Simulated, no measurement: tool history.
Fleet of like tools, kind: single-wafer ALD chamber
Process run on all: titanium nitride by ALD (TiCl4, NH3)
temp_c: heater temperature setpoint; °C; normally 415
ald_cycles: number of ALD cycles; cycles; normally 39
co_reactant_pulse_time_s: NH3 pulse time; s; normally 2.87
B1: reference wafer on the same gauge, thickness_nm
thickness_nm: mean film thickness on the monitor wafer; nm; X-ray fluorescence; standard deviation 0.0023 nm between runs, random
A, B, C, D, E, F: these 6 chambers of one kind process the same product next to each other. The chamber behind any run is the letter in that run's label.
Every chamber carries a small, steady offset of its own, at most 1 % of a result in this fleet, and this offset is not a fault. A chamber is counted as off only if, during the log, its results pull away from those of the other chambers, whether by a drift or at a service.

run 1E hour=14.2 | temp_c=415 ald_cycles=39 co_reactant_pulse_time_s=2.87 | B1=0.82115 | thickness_nm=0.86818
run 2C hour=28.2 | temp_c=415 ald_cycles=39 co_reactant_pulse_time_s=2.87 | B1=0.82081 | thickness_nm=0.87598
run 3A hour=41.2 | temp_c=415 ald_cycles=39 co_reactant_pulse_time_s=2.87 | B1=0.82148 | thickness_nm=0.86983
run 4F hour=49.7 | temp_c=415 ald_cycles=39 co_reactant_pulse_time_s=2.87 | B1=0.82104 | thickness_nm=0.88025
run 5D hour=63.8 | temp_c=415 ald_cycles=39 co_reactant_pulse_time_s=2.87 | B1=0.82116 | thickness_nm=0.86881
run 6B hour=75.4 | temp_c=415 ald_cycles=39 co_reactant_pulse_time_s=2.87 | B1=0.82099 | thickness_nm=0.86688
run 7C hour=86.2 | temp_c=415 ald_cycles=39 co_reactant_pulse_time_s=1.84 | B1=0.82082 | thickness_nm=0.86769
run 8E hour=95.4 | temp_c=415 ald_cycles=39 co_reactant_pulse_time_s=1.84 | B1=0.82156 | thickness_nm=0.85425
run 9B hour=103.9 | temp_c=415 ald_cycles=39 co_reactant_pulse_time_s=1.84 | B1=0.82094 | thickness_nm=0.85413
run 10A hour=110.5 | temp_c=415 ald_cycles=39 co_reactant_pulse_time_s=1.84 | B1=0.82061 | thickness_nm=0.86206
run 11F hour=119.2 | temp_c=415 ald_cycles=39 co_reactant_pulse_time_s=1.84 | B1=0.82095 | thickness_nm=0.87284
run 12D hour=131.6 | temp_c=415 ald_cycles=39 co_reactant_pulse_time_s=1.84 | B1=0.82095 | thickness_nm=0.86090
run 13D hour=138.5 | temp_c=415 ald_cycles=39 co_reactant_pulse_time_s=2.87 | B1=0.82102 | thickness_nm=0.87222
run 14F hour=147.1 | temp_c=415 ald_cycles=39 co_reactant_pulse_time_s=2.87 | B1=0.82140 | thickness_nm=0.88221
run 15E hour=159.4 | temp_c=415 ald_cycles=39 co_reactant_pulse_time_s=2.87 | B1=0.82101 | thickness_nm=0.86996
run 16B hour=170.7 | temp_c=415 ald_cycles=39 co_reactant_pulse_time_s=2.87 | B1=0.82108 | thickness_nm=0.86665
run 17A hour=180.5 | temp_c=415 ald_cycles=39 co_reactant_pulse_time_s=2.87 | B1=0.82132 | thickness_nm=0.87184
run 18C hour=190.3 | temp_c=415 ald_cycles=39 co_reactant_pulse_time_s=2.87 | B1=0.82136 | thickness_nm=0.87370
run 19E hour=198.7 | temp_c=415 ald_cycles=39 co_reactant_pulse_time_s=2.87 | B1=0.82089 | thickness_nm=0.86163
run 20B hour=211.8 | temp_c=415 ald_cycles=39 co_reactant_pulse_time_s=2.87 | B1=0.82037 | thickness_nm=0.86642
run 21C hour=224.7 | temp_c=415 ald_cycles=39 co_reactant_pulse_time_s=2.87 | B1=0.82126 | thickness_nm=0.87800
run 22D hour=232.0 | temp_c=415 ald_cycles=39 co_reactant_pulse_time_s=2.87 | B1=0.82092 | thickness_nm=0.87401
run 23A hour=242.8 | temp_c=415 ald_cycles=39 co_reactant_pulse_time_s=2.87 | B1=0.82030 | thickness_nm=0.86829
run 24F hour=252.0 | temp_c=406 ald_cycles=39 co_reactant_pulse_time_s=1.82 | B1=0.82130 | thickness_nm=0.86195
run 25A hour=261.9 | temp_c=406 ald_cycles=39 co_reactant_pulse_time_s=1.82 | B1=0.82136 | thickness_nm=0.85477
run 26B hour=271.5 | temp_c=406 ald_cycles=39 co_reactant_pulse_time_s=1.82 | B1=0.82075 | thickness_nm=0.85288
run 27F hour=285.8 | temp_c=406 ald_cycles=39 co_reactant_pulse_time_s=1.82 | B1=0.82082 | thickness_nm=0.86334
run 28C hour=295.1 | temp_c=406 ald_cycles=39 co_reactant_pulse_time_s=1.82 | B1=0.82084 | thickness_nm=0.86335
run 29E hour=309.1 | temp_c=406 ald_cycles=39 co_reactant_pulse_time_s=1.82 | B1=0.82164 | thickness_nm=0.85584
run 30D hour=321.3 | temp_c=415 ald_cycles=39 co_reactant_pulse_time_s=2.87 | B1=0.82088 | thickness_nm=0.87065
run 31C hour=329.5 | temp_c=415 ald_cycles=39 co_reactant_pulse_time_s=2.87 | B1=0.82081 | thickness_nm=0.87803
run 32F hour=339.5 | temp_c=415 ald_cycles=39 co_reactant_pulse_time_s=2.87 | B1=0.82137 | thickness_nm=0.88128
run 33E hour=352.2 | temp_c=415 ald_cycles=39 co_reactant_pulse_time_s=2.87 | B1=0.82114 | thickness_nm=0.86924
run 34A hour=365.6 | temp_c=415 ald_cycles=39 co_reactant_pulse_time_s=2.87 | B1=0.82122 | thickness_nm=0.87175
run 35B hour=375.9 | temp_c=415 ald_cycles=39 co_reactant_pulse_time_s=2.87 | B1=0.82143 | thickness_nm=0.86885
run 36D hour=385.2 | temp_c=415 ald_cycles=39 co_reactant_pulse_time_s=2.87 | B1=0.82098 | thickness_nm=0.87460
run 37B hour=397.5 | temp_c=415 ald_cycles=39 co_reactant_pulse_time_s=2.87 | B1=0.82135 | thickness_nm=0.86490
run 38E hour=411.4 | temp_c=415 ald_cycles=39 co_reactant_pulse_time_s=2.87 | B1=0.82117 | thickness_nm=0.86918
run 39C hour=423.4 | temp_c=415 ald_cycles=39 co_reactant_pulse_time_s=2.87 | B1=0.82128 | thickness_nm=0.87693

What goes on in this fleet: one chamber off, a drifting gauge, or nothing beyond the chambers' own small offsets? Name the chamber and the cause, if any.

Nothing is wrong: each chamber keeps only its own small, steady offset and the gauge holds still.
